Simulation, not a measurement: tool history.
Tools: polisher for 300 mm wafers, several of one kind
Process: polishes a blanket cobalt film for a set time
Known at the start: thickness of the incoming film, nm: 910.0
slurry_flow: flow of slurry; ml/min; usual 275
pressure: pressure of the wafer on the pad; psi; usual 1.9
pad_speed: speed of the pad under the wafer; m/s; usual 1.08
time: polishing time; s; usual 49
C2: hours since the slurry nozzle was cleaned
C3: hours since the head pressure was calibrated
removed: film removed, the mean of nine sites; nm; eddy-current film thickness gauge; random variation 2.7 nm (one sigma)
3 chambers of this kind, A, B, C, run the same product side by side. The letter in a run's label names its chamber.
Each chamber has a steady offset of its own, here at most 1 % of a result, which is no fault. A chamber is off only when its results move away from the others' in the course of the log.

Run 1B, hour 7.1: usual settings; wafers polished on this pad 245; C2 430.5; C3 493.4. Result: removed 245.25 nm.
Run 2A, hour 12.3: usual settings; wafers polished on this pad 467; C2 147.8; C3 174.5. Result: removed 235.84 nm.
Run 3C, hour 19.2: usual settings; wafers polished on this pad 543; C2 237.1; C3 1030.8. Result: removed 234.86 nm.
Run 4B, hour 26.4: usual settings; wafers polished on this pad 461; C2 449.8; C3 512.7. Result: removed 238.3 nm.
Run 5A, hour 32.1: usual settings but pressure 1.4 psi, pad_speed 0.82 m/s; wafers polished on this pad 690; C2 167.6; C3 194.3. Result: removed 129.03 nm.
At hour 36.1: chamber C: head pressure recalibrated.
Run 6C, hour 36.5: usual settings but pressure 1.4 psi, pad_speed 0.82 m/s; wafers polished on this pad 738; C2 254.4; C3 0.5. Result: removed 133.89 nm.
At hour 39.8: chamber B: worn pad replaced by a new one.
Run 7C, hour 44.7: usual settings but pressure 1.4 psi, pad_speed 0.82 m/s; wafers polished on this pad 830; C2 262.6; C3 8.7. Result: removed 134.19 nm.
Run 8B, hour 50.2: usual settings; wafers polished on this pad 117; C2 473.6; C3 536.5. Result: removed 238.56 nm.
At hour 51: chamber C: slurry nozzle cleaned.
Run 9A, hour 57.2: usual settings; wafers polished on this pad 972; C2 192.7; C3 219.4. Result: removed 237.79 nm.
Run 10C, hour 61.6: usual settings; wafers polished on this pad 1020; C2 10.7; C3 25.6. Result: removed 237.95 nm.
Run 11B, hour 69.8: usual settings; wafers polished on this pad 337; C2 493.2; C3 556.1. Result: removed 244.21 nm.
Run 12A, hour 75.4: usual settings; wafers polished on this pad 1176; C2 210.9; C3 237.6. Result: removed 235.45 nm.
Run 13A, hour 82.9: usual settings; wafers polished on this pad 1260; C2 218.4; C3 245.1. Result: removed 235.79 nm.
Run 14C, hour 90.3: usual settings; wafers polished on this pad 1342; C2 39.4; C3 54.3. Result: removed 242.37 nm.
Run 15B, hour 95: usual settings; wafers polished on this pad 621; C2 518.4; C3 581.3. Result: removed 239.97 nm.
Run 16C, hour 99.3: usual settings; wafers polished on this pad 1443; C2 48.4; C3 63.3. Result: removed 238.85 nm.
At hour 100: chamber B: worn pad replaced by a new one.
Run 17A, hour 107.8: usual settings; wafers polished on this pad 1540; C2 243.3; C3 270. Result: removed 223.57 nm.
Run 18B, hour 112.7: usual settings; wafers polished on this pad 142; C2 536.1; C3 599. Result: removed 239.7 nm.
At hour 119.7: chamber C: worn pad replaced by a new one.
Run 19A, hour 121.2: usual settings; wafers polished on this pad 1691; C2 256.7; C3 283.4. Result: removed 226.39 nm.
Run 20B, hour 129.3: usual settings; wafers polished on this pad 329; C2 552.7; C3 615.6. Result: removed 239 nm.
Run 21C, hour 133.3: usual settings; wafers polished on this pad 153; C2 82.4; C3 97.3. Result: removed 240.64 nm.
At hour 139.5: chamber B: slurry nozzle cleaned.
Run 22A, hour 141.7: usual settings; wafers polished on this pad 1921; C2 277.2; C3 303.9. Result: removed 216.18 nm.
Run 23C, hour 148.4: usual settings; wafers polished on this pad 323; C2 97.5; C3 112.4. Result: removed 235.26 nm.
Run 24B, hour 154.8: usual settings; wafers polished on this pad 615; C2 15.3; C3 641.1. Result: removed 242.84 nm.
Run 25C, hour 162.5: usual settings; wafers polished on this pad 481; C2 111.6; C3 126.5. Result: removed 235.62 nm.

What goes on in this fleet: one chamber off, a drifting gauge, or nothing beyond the chambers' own small offsets? Name the chamber and the cause, if any.

Chamber A drifts away from the others.
Cause: removal rate lost through wear of the pad, % = 9.36.
The log may not tell that from: head's pressure below its setpoint, %.

Here are 4 candidates for chamber A's next run, each the usual settings with a change, their results left as question marks. Which one brings its results back in line with what the others give on the usual settings?
In line means no further than this from the other chambers' mean on the usual settings: removed 9.6 nm
Run 26A-1, hour 169: usual settings but slurry_flow 270 ml/min, pressure 1.6 psi. Result: removed ?.
Run 26A-2, hour 169: usual settings but pressure 2.1 psi. Result: removed ?.
Run 26A-3, hour 169: usual settings but pressure 2 psi, pad_speed 1.16 m/s, time 52 s. Result: removed ?.
Run 26A-4, hour 169: usual settings but pressure 1.8 psi, pad_speed 1.04 m/s, time 48 s. Result: removed ?.

The other chambers' mean on the usual settings: removed 237.27 nm
  run  removed
26A-1   181.72
26A-2    239.5
26A-3   260.16
26A-4    193.3
26A-2 brings the chamber back in line.
